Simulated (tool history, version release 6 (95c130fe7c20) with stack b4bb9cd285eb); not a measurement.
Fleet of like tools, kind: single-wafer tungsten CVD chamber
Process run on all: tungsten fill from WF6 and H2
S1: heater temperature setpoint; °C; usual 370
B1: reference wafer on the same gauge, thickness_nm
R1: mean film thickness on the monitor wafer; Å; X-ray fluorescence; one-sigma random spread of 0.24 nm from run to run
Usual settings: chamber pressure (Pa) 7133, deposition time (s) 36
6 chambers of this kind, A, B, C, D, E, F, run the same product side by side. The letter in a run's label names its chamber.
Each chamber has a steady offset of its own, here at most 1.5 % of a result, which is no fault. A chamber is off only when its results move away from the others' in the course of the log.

{"run": "1A", "hour": 13.3, "S1": 370, "chamber pressure (Pa)": 7133, "deposition time (s)": 36, "B1": 82.781, "R1": 752.86}
{"run": "2E", "hour": 26.7, "S1": 370, "chamber pressure (Pa)": 7133, "deposition time (s)": 36, "B1": 82.765, "R1": 757.23}
{"run": "3F", "hour": 38.5, "S1": 370, "chamber pressure (Pa)": 7133, "deposition time (s)": 36, "B1": 82.659, "R1": 752.94}
{"run": "4C", "hour": 49.8, "S1": 370, "chamber pressure (Pa)": 7133, "deposition time (s)": 36, "B1": 82.641, "R1": 760.14}
{"run": "5D", "hour": 61.1, "S1": 370, "chamber pressure (Pa)": 7133, "deposition time (s)": 36, "B1": 82.732, "R1": 755.19}
{"run": "6B", "hour": 69.0, "S1": 370, "chamber pressure (Pa)": 7133, "deposition time (s)": 36, "B1": 82.7, "R1": 747.47}
{"run": "7F", "hour": 79.0, "S1": 370, "chamber pressure (Pa)": 7133, "deposition time (s)": 36, "B1": 82.736, "R1": 763.76}
{"hour": 80.7, "done": "chamber A: thermocouple changed; heater temperature recalibrated"}
{"run": "8B", "hour": 89.6, "S1": 370, "chamber pressure (Pa)": 7133, "deposition time (s)": 36, "B1": 82.731, "R1": 745.42}
{"run": "9D", "hour": 97.9, "S1": 376, "chamber pressure (Pa)": 7133, "deposition time (s)": 32.8, "B1": 82.725, "R1": 778.82}
{"run": "10C", "hour": 110.5, "S1": 376, "chamber pressure (Pa)": 7133, "deposition time (s)": 32.8, "B1": 82.752, "R1": 777.66}
{"run": "11E", "hour": 121.0, "S1": 376, "chamber pressure (Pa)": 7133, "deposition time (s)": 32.8, "B1": 82.658, "R1": 784.94}
{"run": "12A", "hour": 132.4, "S1": 376, "chamber pressure (Pa)": 7133, "deposition time (s)": 32.8, "B1": 82.678, "R1": 774.34}
{"run": "13F", "hour": 141.6, "S1": 376, "chamber pressure (Pa)": 7133, "deposition time (s)": 32.8, "B1": 82.741, "R1": 784.2}
{"run": "14E", "hour": 150.6, "S1": 376, "chamber pressure (Pa)": 7133, "deposition time (s)": 32.8, "B1": 82.71, "R1": 781.22}
{"hour": 154.3, "done": "chamber F: thermocouple changed; heater temperature recalibrated"}
{"run": "15B", "hour": 163.8, "S1": 370, "chamber pressure (Pa)": 7133, "deposition time (s)": 36, "B1": 82.712, "R1": 748.17}
{"run": "16A", "hour": 174.8, "S1": 370, "chamber pressure (Pa)": 7133, "deposition time (s)": 36, "B1": 82.693, "R1": 757.53}
{"run": "17C", "hour": 183.0, "S1": 370, "chamber pressure (Pa)": 7133, "deposition time (s)": 36, "B1": 82.699, "R1": 759.5}
{"run": "18D", "hour": 193.9, "S1": 370, "chamber pressure (Pa)": 7133, "deposition time (s)": 36, "B1": 82.676, "R1": 760.21}
{"run": "19A", "hour": 200.9, "S1": 370, "chamber pressure (Pa)": 7133, "deposition time (s)": 36, "B1": 82.707, "R1": 754.34}
{"run": "20B", "hour": 212.6, "S1": 370, "chamber pressure (Pa)": 7133, "deposition time (s)": 36, "B1": 82.658, "R1": 746.69}
{"run": "21C", "hour": 226.1, "S1": 370, "chamber pressure (Pa)": 7133, "deposition time (s)": 36, "B1": 82.712, "R1": 758.61}
{"hour": 238.4, "done": "chamber E: capacitance manometer re-zeroed and calibrated"}
{"run": "22F", "hour": 241.4, "S1": 370, "chamber pressure (Pa)": 7133, "deposition time (s)": 36, "B1": 82.697, "R1": 756.42}
{"run": "23D", "hour": 250.5, "S1": 370, "chamber pressure (Pa)": 7133, "deposition time (s)": 36, "B1": 82.632, "R1": 755.33}
{"run": "24E", "hour": 261.5, "S1": 370, "chamber pressure (Pa)": 7133, "deposition time (s)": 36, "B1": 82.776, "R1": 777.68}
{"run": "25A", "hour": 270.0, "S1": 370, "chamber pressure (Pa)": 7133, "deposition time (s)": 36, "B1": 82.684, "R1": 754.16}
{"run": "26D", "hour": 276.9, "S1": 370, "chamber pressure (Pa)": 7133, "deposition time (s)": 36, "B1": 82.704, "R1": 757.45}
{"run": "27C", "hour": 290.5, "S1": 370, "chamber pressure (Pa)": 7133, "deposition time (s)": 36, "B1": 82.697, "R1": 759.26}
{"run": "28E", "hour": 303.0, "S1": 370, "chamber pressure (Pa)": 7133, "deposition time (s)": 36, "B1": 82.681, "R1": 774.93}
{"run": "29B", "hour": 316.5, "S1": 370, "chamber pressure (Pa)": 8613, "deposition time (s)": 36, "B1": 82.719, "R1": 815.65}
{"run": "30F", "hour": 329.1, "S1": 370, "chamber pressure (Pa)": 8613, "deposition time (s)": 36, "B1": 82.706, "R1": 820.31}
{"run": "31C", "hour": 340.5, "S1": 370, "chamber pressure (Pa)": 8613, "deposition time (s)": 36, "B1": 82.786, "R1": 825.35}
{"run": "32D", "hour": 347.8, "S1": 370, "chamber pressure (Pa)": 8613, "deposition time (s)": 36, "B1": 82.678, "R1": 824.73}
{"hour": 351.6, "done": "chamber F: capacitance manometer re-zeroed and calibrated"}
{"run": "33A", "hour": 356.0, "S1": 370, "chamber pressure (Pa)": 8613, "deposition time (s)": 36, "B1": 82.656, "R1": 816.1}
{"run": "34B", "hour": 370.2, "S1": 370, "chamber pressure (Pa)": 8613, "deposition time (s)": 36, "B1": 82.728, "R1": 814.5}
{"run": "35E", "hour": 379.8, "S1": 370, "chamber pressure (Pa)": 7133, "deposition time (s)": 36, "B1": 82.752, "R1": 779.56}
{"run": "36F", "hour": 393.6, "S1": 370, "chamber pressure (Pa)": 7133, "deposition time (s)": 36, "B1": 82.633, "R1": 758.1}
{"run": "37E", "hour": 407.9, "S1": 370, "chamber pressure (Pa)": 7133, "deposition time (s)": 36, "B1": 82.717, "R1": 779.82}
{"run": "38C", "hour": 419.8, "S1": 370, "chamber pressure (Pa)": 7133, "deposition time (s)": 36, "B1": 82.762, "R1": 757.42}
{"run": "39B", "hour": 426.7, "S1": 370, "chamber pressure (Pa)": 7133, "deposition time (s)": 36, "B1": 82.729, "R1": 751.48}
{"run": "40A", "hour": 437.9, "S1": 370, "chamber pressure (Pa)": 6213, "deposition time (s)": 30.8, "B1": 82.719, "R1": 605.36}
{"run": "41D", "hour": 447.0, "S1": 370, "chamber pressure (Pa)": 6213, "deposition time (s)": 30.8, "B1": 82.724, "R1": 610.17}
{"run": "42F", "hour": 454.1, "S1": 370, "chamber pressure (Pa)": 6213, "deposition time (s)": 30.8, "B1": 82.74, "R1": 606.92}

All chambers now run identical settings, listed one chamber a line with results as question marks. What results will each chamber show?
{"run": "43A", "hour": 465.5, "S1": 370, "chamber pressure (Pa)": 7133, "deposition time (s)": 36, "R1": "?"}
{"run": "43B", "hour": 465.5, "S1": 370, "chamber pressure (Pa)": 7133, "deposition time (s)": 36, "R1": "?"}
{"run": "43C", "hour": 465.5, "S1": 370, "chamber pressure (Pa)": 7133, "deposition time (s)": 36, "R1": "?"}
{"run": "43D", "hour": 465.5, "S1": 370, "chamber pressure (Pa)": 7133, "deposition time (s)": 36, "R1": "?"}
{"run": "43E", "hour": 465.5, "S1": 370, "chamber pressure (Pa)": 7133, "deposition time (s)": 36, "R1": "?"}
{"run": "43F", "hour": 465.5, "S1": 370, "chamber pressure (Pa)": 7133, "deposition time (s)": 36, "R1": "?"}

run=43A R1=752.27
run=43B R1=750.84
run=43C R1=757.16
run=43D R1=756.47
run=43E R1=778.09
run=43F R1=758.55
